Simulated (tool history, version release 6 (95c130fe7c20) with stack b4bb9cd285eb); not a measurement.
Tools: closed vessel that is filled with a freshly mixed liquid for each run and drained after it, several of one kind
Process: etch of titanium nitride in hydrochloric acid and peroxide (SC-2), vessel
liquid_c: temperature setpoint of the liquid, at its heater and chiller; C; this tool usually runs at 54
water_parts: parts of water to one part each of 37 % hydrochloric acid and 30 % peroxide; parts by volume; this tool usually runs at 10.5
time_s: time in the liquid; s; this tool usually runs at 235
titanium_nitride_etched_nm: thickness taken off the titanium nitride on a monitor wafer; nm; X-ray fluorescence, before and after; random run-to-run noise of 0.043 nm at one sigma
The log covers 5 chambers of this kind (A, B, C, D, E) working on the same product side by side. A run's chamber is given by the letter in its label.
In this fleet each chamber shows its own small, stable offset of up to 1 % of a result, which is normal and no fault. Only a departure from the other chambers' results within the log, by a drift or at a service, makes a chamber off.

| run | hour | liquid_c | water_parts | time_s | read-back film thickness of the titanium nitride reference wafer, read on the same gauge (nm) | titanium_nitride_etched_nm |
|---|---|---|---|---|---|---|
| 1E | 11 | 54 | 10.5 | 235 | 79.986 | 7.3546 |
| 2D | 21.1 | 54 | 10.5 | 235 | 80.026 | 7.4311 |
| 3A | 29 | 54 | 10.5 | 235 | 80.018 | 7.5013 |
| 4C | 36.3 | 54 | 10.5 | 235 | 80.005 | 7.6003 |
| 5B | 47.2 | 54 | 10.5 | 235 | 80.01 | 7.3804 |
| 6B | 57.6 | 54 | 10.5 | 235 | 79.974 | 7.4673 |
| 7A | 70.7 | 54 | 10.5 | 235 | 79.969 | 7.5439 |
| 8D | 85.2 | 54 | 10.5 | 235 | 79.996 | 7.5251 |
| 9E | 95.4 | 60 | 10.5 | 120 | 80 | 5.6042 |
| 10C | 104.3 | 60 | 10.5 | 120 | 79.966 | 5.6092 |
|  | 111.6 | chamber D: new drum of peroxide connected |
| 11A | 111.9 | 60 | 10.5 | 120 | 80.01 | 5.5922 |
|  | 112.2 | chamber B: new drum of peroxide connected |
| 12E | 122.3 | 60 | 10.5 | 120 | 79.986 | 5.5793 |
| 13D | 129.7 | 60 | 10.5 | 120 | 79.991 | 5.6558 |
| 14C | 143.4 | 54 | 10.5 | 235 | 79.989 | 7.4778 |
| 15B | 158 | 54 | 10.5 | 235 | 80 | 7.3072 |
|  | 158.3 | chamber A: new drum of peroxide connected |
|  | 158.8 | chamber C: new drum of peroxide connected |
|  | 167.6 | chamber E: thermometer replaced |
| 16D | 172.2 | 54 | 10.5 | 235 | 79.995 | 7.4989 |
| 17B | 186.9 | 54 | 10.5 | 235 | 79.988 | 7.3139 |
|  | 198.8 | chamber E: chemicals flow meter replaced |
| 18C | 201.2 | 54 | 10.5 | 235 | 79.972 | 7.463 |
| 19E | 208.3 | 54 | 10.5 | 235 | 79.97 | 7.5056 |
| 20A | 217.6 | 54 | 10.5 | 235 | 79.985 | 7.5276 |
| 21B | 230.9 | 54 | 10.5 | 235 | 80.031 | 7.3267 |
| 22E | 244.5 | 54 | 10.5 | 235 | 79.995 | 7.4739 |
| 23C | 257.5 | 54 | 10.5 | 235 | 80.021 | 7.4879 |
| 24A | 265.8 | 54 | 10.5 | 235 | 80.008 | 7.4805 |
| 25D | 274.8 | 54 | 10.5 | 235 | 80.042 | 7.4038 |
| 26D | 281.8 | 54 | 10.5 | 235 | 80 | 7.5301 |
| 27E | 291.7 | 54 | 10.5 | 235 | 80.016 | 7.5425 |
| 28C | 302.4 | 61 | 10.5 | 235 | 80.012 | 11.53 |
| 29B | 311.7 | 61 | 10.5 | 235 | 79.99 | 11.229 |
| 30A | 325.1 | 61 | 10.5 | 235 | 79.999 | 11.813 |
| 31E | 340.8 | 61 | 10.5 | 235 | 80.002 | 11.812 |
| 32C | 351.5 | 61 | 10.5 | 235 | 79.946 | 11.564 |

Is one chamber off against the others, does the gauge drift, or is nothing wrong? If a chamber is off, say which, and what the likeliest cause is.

Little by little, chamber B moves away from the other chambers.
What lies behind it: liquid colder than its thermometer reads (K) = 0.778.
Not necessarily distinguishable in this log from: chemicals flow below the setpoint (%); peroxide weaker than its label (%).

Chamber B could run next with any of the 4 candidate recipes listed below; each alters the usual settings, and their results appear as question marks. Which one brings its results back in line with what the other chambers deliver on the usual settings?
In line means no further than this from the other chambers' mean on the usual settings: titanium_nitride_etched_nm 0.15 nm
| 33B-1 | 362.8 | 54 | 10.5 | 230 |  | ? |
| 33B-2 | 362.8 | 55 | 10.5 | 235 |  | ? |
| 33B-3 | 362.8 | 53.5 | 10.5 | 230 |  | ? |
| 33B-4 | 362.8 | 54 | 10.5 | 240 |  | ? |

Other chambers, usual settings, mean: titanium_nitride_etched_nm 7.4919 nm
| run | titanium_nitride_etched_nm |
|---|---|
| 33B-1 | 6.8671 |
| 33B-2 | 7.4937 |
| 33B-3 | 6.646 |
| 33B-4 | 7.1657 |
Change 33B-2 lands the chamber within the allowed miss of the other chambers.

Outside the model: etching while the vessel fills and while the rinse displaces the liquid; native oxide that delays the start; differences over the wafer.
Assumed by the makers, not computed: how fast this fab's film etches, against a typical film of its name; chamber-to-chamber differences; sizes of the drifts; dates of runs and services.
